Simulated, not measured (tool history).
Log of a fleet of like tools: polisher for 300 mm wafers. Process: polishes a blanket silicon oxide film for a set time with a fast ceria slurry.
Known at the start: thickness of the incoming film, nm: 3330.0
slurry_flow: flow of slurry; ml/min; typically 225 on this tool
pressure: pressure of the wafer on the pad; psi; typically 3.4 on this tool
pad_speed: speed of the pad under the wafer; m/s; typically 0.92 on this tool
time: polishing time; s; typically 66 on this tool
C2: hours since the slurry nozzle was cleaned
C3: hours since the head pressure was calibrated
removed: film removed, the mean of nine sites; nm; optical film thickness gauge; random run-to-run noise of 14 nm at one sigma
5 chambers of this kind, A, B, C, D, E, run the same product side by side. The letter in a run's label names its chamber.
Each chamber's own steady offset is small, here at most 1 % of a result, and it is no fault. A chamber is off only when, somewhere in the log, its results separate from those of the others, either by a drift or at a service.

At hour 0.2: chamber E: worn pad replaced by a new one.
At hour 9: chamber A: head pressure recalibrated.
Run 1D, hour 13.1: usual settings; wafers polished on this pad 335; C2 411.6; C3 423.5. Result: removed 1177.2 nm.
At hour 24: chamber E: slurry nozzle cleaned.
Run 2B, hour 28.4: usual settings; wafers polished on this pad 304; C2 205.7; C3 374. Result: removed 1175.6 nm.
Run 3A, hour 40.6: usual settings; wafers polished on this pad 726; C2 179.9; C3 31.7. Result: removed 1202.5 nm.
Run 4E, hour 56.6: usual settings; wafers polished on this pad 539; C2 32.7; C3 216.9. Result: removed 1179.3 nm.
At hour 59.1: chamber A: worn pad replaced by a new one.
At hour 63.8: chamber D: worn pad replaced by a new one.
Run 5C, hour 65.9: usual settings but time 88 s; wafers polished on this pad 1167; C2 78.6; C3 134. Result: removed 1547.3 nm.
At hour 76.6: chamber B: worn pad replaced by a new one.
Run 6D, hour 79.3: usual settings but time 88 s; wafers polished on this pad 148; C2 477.8; C3 489.7. Result: removed 1584.6 nm.
Run 7E, hour 92.1: usual settings but time 88 s; wafers polished on this pad 879; C2 68.2; C3 252.4. Result: removed 1556.3 nm.
Run 8B, hour 103.7: usual settings but time 88 s; wafers polished on this pad 259; C2 281; C3 449.3. Result: removed 1576.3 nm.
Run 9A, hour 116.8: usual settings but time 88 s; wafers polished on this pad 552; C2 256.1; C3 107.9. Result: removed 1567.6 nm.
Run 10C, hour 128.7: usual settings but pressure 2.2 psi; wafers polished on this pad 1767; C2 141.4; C3 196.8. Result: removed 764.55 nm.
At hour 131.9: chamber E: worn pad replaced by a new one.
Run 11B, hour 139.3: usual settings but pressure 2.2 psi; wafers polished on this pad 599; C2 316.6; C3 484.9. Result: removed 762.31 nm.
Run 12C, hour 153.3: usual settings but pressure 2.2 psi; wafers polished on this pad 2002; C2 166; C3 221.4. Result: removed 767.88 nm.
Run 13E, hour 160.5: usual settings but pressure 2.2 psi; wafers polished on this pad 273; C2 136.6; C3 320.8. Result: removed 758.81 nm.
At hour 161: chamber D: worn pad replaced by a new one.
At hour 165.7: chamber B: head pressure recalibrated.
At hour 172.7: chamber A: worn pad replaced by a new one.
Run 14A, hour 174.9: usual settings but pressure 2.2 psi; wafers polished on this pad 21; C2 314.2; C3 166. Result: removed 770.44 nm.
At hour 175.1: chamber B: worn pad replaced by a new one.
Run 15D, hour 188.8: usual settings; wafers polished on this pad 266; C2 587.3; C3 599.2. Result: removed 1176.1 nm.
Run 16C, hour 197.6: usual settings but pad_speed 1.22 m/s; wafers polished on this pad 2426; C2 210.3; C3 265.7. Result: removed 1519 nm.
Run 17B, hour 206.5: usual settings but pad_speed 1.22 m/s; wafers polished on this pad 300; C2 383.8; C3 40.9. Result: removed 1566.1 nm.
At hour 214.1: chamber B: slurry nozzle cleaned.
Run 18E, hour 221.1: usual settings but pad_speed 1.22 m/s; wafers polished on this pad 853; C2 197.2; C3 381.4. Result: removed 1562.2 nm.
Run 19A, hour 237: usual settings but pad_speed 1.22 m/s; wafers polished on this pad 615; C2 376.3; C3 228.1. Result: removed 1573.9 nm.
At hour 237.1: chamber A: slurry nozzle cleaned.
Run 20D, hour 250.1: usual settings but pad_speed 1.22 m/s; wafers polished on this pad 852; C2 648.6; C3 660.5. Result: removed 1560.3 nm.
Run 21C, hour 261.2: usual settings; wafers polished on this pad 3034; C2 273.9; C3 329.3. Result: removed 1148.8 nm.
At hour 262.3: chamber D: worn pad replaced by a new one.
At hour 269.9: chamber B: worn pad replaced by a new one.
Run 22E, hour 274.6: usual settings but pad_speed 0.72 m/s; wafers polished on this pad 1364; C2 250.7; C3 434.9. Result: removed 896.84 nm.
At hour 276.9: chamber E: worn pad replaced by a new one.
Run 23A, hour 285.8: usual settings but pad_speed 0.72 m/s; wafers polished on this pad 1081; C2 48.8; C3 276.9. Result: removed 922.68 nm.
Run 24B, hour 293.5: usual settings but pad_speed 0.72 m/s; wafers polished on this pad 225; C2 79.4; C3 127.9. Result: removed 932.24 nm.
At hour 293.7: chamber A: worn pad replaced by a new one.
Run 25D, hour 303.2: usual settings but pad_speed 0.72 m/s; wafers polished on this pad 391; C2 701.7; C3 713.6. Result: removed 901.78 nm.
Run 26C, hour 318.5: usual settings but pad_speed 0.72 m/s; wafers polished on this pad 3581; C2 331.2; C3 386.6. Result: removed 863.12 nm.
Run 27A, hour 330: usual settings but pressure 4.3 psi; wafers polished on this pad 347; C2 93; C3 321.1. Result: removed 1474.8 nm.
Run 28E, hour 341.2: usual settings but pressure 4.3 psi; wafers polished on this pad 615; C2 317.3; C3 501.5. Result: removed 1502.9 nm.
At hour 346.3: chamber D: worn pad replaced by a new one.
Run 29B, hour 351.1: usual settings but pressure 4.3 psi; wafers polished on this pad 776; C2 137; C3 185.5. Result: removed 1480.2 nm.
At hour 355.6: chamber B: worn pad replaced by a new one.
Run 30D, hour 365.9: usual settings but pressure 4.3 psi; wafers polished on this pad 188; C2 764.4; C3 776.3. Result: removed 1479.1 nm.
At hour 373.7: chamber C: slurry nozzle cleaned.
Run 31E, hour 376.4: usual settings but pressure 4.3 psi; wafers polished on this pad 951; C2 352.5; C3 536.7. Result: removed 1500.1 nm.
Run 32B, hour 384.4: usual settings; wafers polished on this pad 275; C2 170.3; C3 218.8. Result: removed 1160.3 nm.
Run 33D, hour 394.6: usual settings; wafers polished on this pad 462; C2 793.1; C3 805. Result: removed 1180 nm.
Run 34A, hour 401.7: usual settings; wafers polished on this pad 1032; C2 164.7; C3 392.8. Result: removed 1195.1 nm.
Run 35C, hour 415.9: usual settings; wafers polished on this pad 4512; C2 42.3; C3 484. Result: removed 1064.3 nm.
Run 36C, hour 429: usual settings; wafers polished on this pad 4637; C2 55.4; C3 497.1. Result: removed 1079 nm.
At hour 435: chamber D: slurry nozzle cleaned.
Run 37E, hour 442.2: usual settings; wafers polished on this pad 1580; C2 418.3; C3 602.5. Result: removed 1170.3 nm.
At hour 442.7: chamber D: worn pad replaced by a new one.
At hour 445.8: chamber B: worn pad replaced by a new one.
Run 38B, hour 450.3: usual settings; wafers polished on this pad 43; C2 236.2; C3 284.7. Result: removed 1167.9 nm.
Run 39D, hour 457.7: usual settings; wafers polished on this pad 143; C2 22.7; C3 868.1. Result: removed 1158.8 nm.

Does one chamber stand apart from the rest, does the shared gauge drift, or is all well apart from small per-chamber offsets? Give the chamber and the most likely cause, where there is one.

Little by little, chamber C moves away from the other chambers.
Cause: removal rate lost through wear of the pad, % = 10.6.
It could be hard to tell apart here from: head's pressure below its setpoint, %.

Below are 4 candidate recipes for chamber C's next run, each the usual settings with a change, their results shown as question marks. Which of them brings C's results back in line with what the other chambers give on the usual settings?
In-line tolerance around the mean of the other chambers on the usual settings: removed 48 nm
Run 40C-1, hour 469.5: usual settings but pressure 3.3 psi, pad_speed 0.9 m/s. Result: removed ?.
Run 40C-2, hour 469.5: usual settings but pressure 3.5 psi, pad_speed 0.96 m/s, time 68 s. Result: removed ?.
Run 40C-3, hour 469.5: usual settings but pressure 3.3 psi, pad_speed 0.88 m/s, time 64 s. Result: removed ?.
Run 40C-4, hour 469.5: usual settings but pressure 3.5 psi, pad_speed 0.94 m/s. Result: removed ?.

The other chambers' mean on the usual settings: removed 1176.4 nm
  run  removed
40C-1   990.57
40C-2   1154.8
40C-3   939.22
40C-4   1097.5
With 40C-2, the chamber falls back in line with the rest.
